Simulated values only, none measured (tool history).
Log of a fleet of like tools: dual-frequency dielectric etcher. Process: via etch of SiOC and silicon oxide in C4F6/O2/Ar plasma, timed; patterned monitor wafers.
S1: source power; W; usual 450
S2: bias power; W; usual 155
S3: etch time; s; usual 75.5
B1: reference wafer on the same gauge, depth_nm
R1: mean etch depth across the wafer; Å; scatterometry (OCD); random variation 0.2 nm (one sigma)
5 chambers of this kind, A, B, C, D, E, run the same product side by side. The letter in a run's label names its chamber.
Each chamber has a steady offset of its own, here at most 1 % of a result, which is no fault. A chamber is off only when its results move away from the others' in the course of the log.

{"run": "1D", "hour": 8.2, "S1": 450, "S2": 155, "S3": 75.5, "B1": 71.279, "R1": 848.05}
{"run": "2C", "hour": 16.1, "S1": 450, "S2": 155, "S3": 75.5, "B1": 71.26, "R1": 852.3}
{"run": "3E", "hour": 20.2, "S1": 450, "S2": 155, "S3": 75.5, "B1": 71.292, "R1": 849.17}
{"hour": 24.8, "done": "chamber B: bias power generator calibrated"}
{"run": "4A", "hour": 25.6, "S1": 450, "S2": 155, "S3": 75.5, "B1": 71.23, "R1": 856.13}
{"hour": 26.5, "done": "chamber A: source power generator calibrated"}
{"run": "5B", "hour": 29.9, "S1": 450, "S2": 155, "S3": 75.5, "B1": 71.285, "R1": 847.36}
{"run": "6B", "hour": 36.4, "S1": 450, "S2": 155, "S3": 75.5, "B1": 71.308, "R1": 843.32}
{"run": "7D", "hour": 40.4, "S1": 450, "S2": 155, "S3": 75.5, "B1": 71.324, "R1": 849.34}
{"run": "8C", "hour": 48.5, "S1": 450, "S2": 155, "S3": 75.5, "B1": 71.301, "R1": 853.03}
{"hour": 50.1, "done": "chamber A: wet clean of the chamber"}
{"run": "9A", "hour": 56.4, "S1": 450, "S2": 155, "S3": 75.5, "B1": 71.315, "R1": 851.69}
{"run": "10E", "hour": 64.1, "S1": 450, "S2": 155, "S3": 75.5, "B1": 71.284, "R1": 851.64}
{"run": "11C", "hour": 71.8, "S1": 450, "S2": 155, "S3": 95.0, "B1": 71.322, "R1": 1076.7}
{"run": "12A", "hour": 79.8, "S1": 450, "S2": 155, "S3": 95.0, "B1": 71.316, "R1": 1071.7}
{"run": "13D", "hour": 86.6, "S1": 450, "S2": 155, "S3": 95.0, "B1": 71.286, "R1": 1063.0}
{"run": "14E", "hour": 95.3, "S1": 450, "S2": 155, "S3": 95.0, "B1": 71.338, "R1": 1072.9}
{"run": "15B", "hour": 101.5, "S1": 450, "S2": 155, "S3": 95.0, "B1": 71.303, "R1": 1064.9}
{"run": "16E", "hour": 107.8, "S1": 450, "S2": 155, "S3": 75.5, "B1": 71.298, "R1": 849.6}
{"run": "17C", "hour": 113.4, "S1": 450, "S2": 155, "S3": 75.5, "B1": 71.313, "R1": 857.68}
{"hour": 121.4, "done": "chamber D: wet clean of the chamber"}
{"run": "18D", "hour": 121.5, "S1": 450, "S2": 155, "S3": 75.5, "B1": 71.271, "R1": 870.02}
{"run": "19B", "hour": 128.5, "S1": 450, "S2": 155, "S3": 75.5, "B1": 71.286, "R1": 844.57}
{"run": "20A", "hour": 136.9, "S1": 450, "S2": 155, "S3": 75.5, "B1": 71.293, "R1": 848.36}
{"run": "21E", "hour": 140.9, "S1": 450, "S2": 155, "S3": 75.5, "B1": 71.288, "R1": 854.92}
{"run": "22C", "hour": 146.6, "S1": 450, "S2": 155, "S3": 75.5, "B1": 71.311, "R1": 853.44}
{"run": "23A", "hour": 151.1, "S1": 450, "S2": 155, "S3": 75.5, "B1": 71.291, "R1": 852.57}
{"run": "24D", "hour": 156.2, "S1": 450, "S2": 155, "S3": 75.5, "B1": 71.327, "R1": 872.73}
{"run": "25B", "hour": 162.4, "S1": 380, "S2": 138, "S3": 75.5, "B1": 71.248, "R1": 759.02}
{"run": "26A", "hour": 166.7, "S1": 380, "S2": 138, "S3": 75.5, "B1": 71.255, "R1": 769.64}
{"run": "27E", "hour": 172.7, "S1": 380, "S2": 138, "S3": 75.5, "B1": 71.28, "R1": 768.01}
{"run": "28C", "hour": 178.9, "S1": 380, "S2": 138, "S3": 75.5, "B1": 71.322, "R1": 769.33}
{"run": "29B", "hour": 186.9, "S1": 380, "S2": 138, "S3": 75.5, "B1": 71.279, "R1": 763.97}
{"run": "30D", "hour": 193.6, "S1": 450, "S2": 155, "S3": 75.5, "B1": 71.318, "R1": 868.43}
{"run": "31A", "hour": 199.1, "S1": 450, "S2": 155, "S3": 75.5, "B1": 71.302, "R1": 851.88}

All 5 chambers run these settings next. Forecast each chamber's results:
{"run": "32A", "hour": 205.4, "S1": 450, "S2": 155, "S3": 66.0, "R1": "?"}
{"run": "32B", "hour": 205.4, "S1": 450, "S2": 155, "S3": 66.0, "R1": "?"}
{"run": "32C", "hour": 205.4, "S1": 450, "S2": 155, "S3": 66.0, "R1": "?"}
{"run": "32D", "hour": 205.4, "S1": 450, "S2": 155, "S3": 66.0, "R1": "?"}
{"run": "32E", "hour": 205.4, "S1": 450, "S2": 155, "S3": 66.0, "R1": "?"}

run=32A R1=743.89
run=32B R1=740.23
run=32C R1=747.84
run=32D R1=762.14
run=32E R1=743.32

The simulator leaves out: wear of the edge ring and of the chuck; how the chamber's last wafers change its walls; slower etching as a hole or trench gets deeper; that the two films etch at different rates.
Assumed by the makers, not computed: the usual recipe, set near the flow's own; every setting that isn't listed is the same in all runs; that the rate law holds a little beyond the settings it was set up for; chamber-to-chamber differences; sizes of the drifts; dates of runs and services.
